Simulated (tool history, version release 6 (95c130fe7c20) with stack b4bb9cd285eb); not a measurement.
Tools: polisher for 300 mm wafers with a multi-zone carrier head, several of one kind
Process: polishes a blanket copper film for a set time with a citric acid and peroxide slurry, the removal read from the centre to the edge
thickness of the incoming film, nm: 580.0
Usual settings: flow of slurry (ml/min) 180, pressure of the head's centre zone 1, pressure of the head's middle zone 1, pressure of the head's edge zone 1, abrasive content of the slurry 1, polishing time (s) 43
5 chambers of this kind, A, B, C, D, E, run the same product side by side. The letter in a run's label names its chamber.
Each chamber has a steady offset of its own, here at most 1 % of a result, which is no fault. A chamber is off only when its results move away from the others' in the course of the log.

run	hour	flow of slurry (ml/min)	pressure of the head's centre zone	pressure of the head's middle zone	pressure of the head's edge zone	abrasive content of the slurry	polishing time (s)	film removed at the wafer's centre (angstrom)	film removed at mid-radius (angstrom)	film removed at the wafer's edge (angstrom)
1A	7.3	180	1	1	1	1	43	1112.3	1133.6	1091.7
2D	14.8	180	1	1	1	1	43	1132.1	1116	1096.6
# hour 21.3: chamber C: worn pad replaced by a new one
3E	26	180	1	1	1	1	43	1116.7	1115.8	1102.4
# hour 30.3: chamber B: worn pad replaced by a new one
# hour 31.8: chamber E: worn pad replaced by a new one
4C	33.4	180	1	1	1	1	43	1127.9	1105.3	1119.4
# hour 34.8: chamber D: slurry nozzle cleaned
# hour 37.7: chamber E: slurry nozzle cleaned
5B	43.5	180	1	1	1	1	43	1112.5	1110.1	1103.8
# hour 47.2: chamber A: worn pad replaced by a new one
6A	50.5	180	1	1	1	1	43	1086	1114.4	1100.8
7C	62.2	180	1	1	1	1	43	1102.4	1120	1088.7
8D	68.3	180	1	1	1	1	43	1130.3	1134.3	1100.5
9B	76.1	180	1	1	1	1	43	1114.8	1113.5	1134.1
10E	84.1	180	1	1	1	1	43	1132.7	1111.3	1140.9
# hour 84.9: chamber D: worn pad replaced by a new one
# hour 92.9: chamber B: worn pad replaced by a new one
# hour 93: chamber C: worn pad replaced by a new one
11E	93.7	180	1	1	1	1	43	1119.3	1109.3	1101.4
12B	102.3	180	1	1	1	1	43	1119.1	1127.4	1121.5
# hour 102.4: chamber A: worn pad replaced by a new one
# hour 113: chamber E: worn pad replaced by a new one
13C	113.8	180	1	1	1	1	43	1120	1098.5	1083.1
14A	125.5	180	1	1	1	1	43	1099.2	1107.7	1104.3
# hour 127: chamber B: centre zone pressure recalibrated
# hour 129.1: chamber B: slurry nozzle cleaned
15D	131.7	180	1	1	1	1.25	48	1279.8	1288.6	1304.6
16B	140.4	180	1	1	1	1.25	48	1300	1299.5	1305.4
# hour 145.5: chamber B: worn pad replaced by a new one
17D	149.5	180	1	1	1	1.25	48	1291.9	1321.9	1275.2
# hour 154.9: chamber C: slurry nozzle cleaned
18E	159.3	180	1	1	1	1.25	48	1322.8	1290.4	1296
# hour 160.3: chamber A: worn pad replaced by a new one
# hour 162.7: chamber C: worn pad replaced by a new one
# hour 166.5: chamber D: worn pad replaced by a new one
19A	169.9	180	1	1	1	1.25	48	1285.5	1303.3	1298
20C	176.1	180	1	1	1	1	43	1120.5	1122.4	1116
21C	187	215	1	1	1.11	1	43	1172.8	1152.4	1204
# hour 188.6: chamber D: centre zone pressure recalibrated
22D	197.7	215	1	1	1.11	1	43	1164.2	1157.9	1224
# hour 204.8: chamber E: worn pad replaced by a new one
23A	205.2	215	1	1	1.11	1	43	1137.1	1136.6	1206.6
# hour 211.9: chamber D: edge zone pressure recalibrated
# hour 213.2: chamber B: worn pad replaced by a new one
24E	214.8	215	1	1	1.11	1	43	1138.2	1147.9	1187.6
# hour 221.3: chamber A: worn pad replaced by a new one
25B	225.4	215	1	1	1.11	1	43	1157.5	1156.9	1199.1
# hour 225.8: chamber C: worn pad replaced by a new one
26B	234.7	180	1	1	1	1	43	1122.6	1114.7	1100.6
27A	241.1	180	1	1	1	1	43	1084.9	1126.6	1108.9
# hour 243.4: chamber C: centre zone pressure recalibrated
# hour 248.1: chamber E: slurry nozzle cleaned
28E	252.1	180	1	1	1	1	43	1108.3	1131.4	1114.4
# hour 256.6: chamber A: centre zone pressure recalibrated
# hour 260.7: chamber D: worn pad replaced by a new one
29C	263.9	180	1	1	1	1	43	1110.7	1119.5	1124.9
# hour 270.8: chamber B: worn pad replaced by a new one
30D	273.7	180	1	1	1	1	43	1101.5	1108.9	1118.6
31B	279.4	180	1	1	1	1	43	1109.8	1112.3	1101.8
# hour 283.8: chamber A: worn pad replaced by a new one
32D	286.4	180	1	1	1	1	43	1111.4	1135.1	1136.5
# hour 293: chamber E: worn pad replaced by a new one
33E	294.6	180	1	1	1	1	43	1138	1109.3	1082.7
34A	303.1	180	1	1	1	1	43	1115.9	1120.1	1098.5

What goes on in this fleet: one chamber off, a drifting gauge, or nothing beyond the chambers' own small offsets? Name the chamber and the cause, if any.

No chamber stands off beyond its own small offset, and the gauge holds steady.
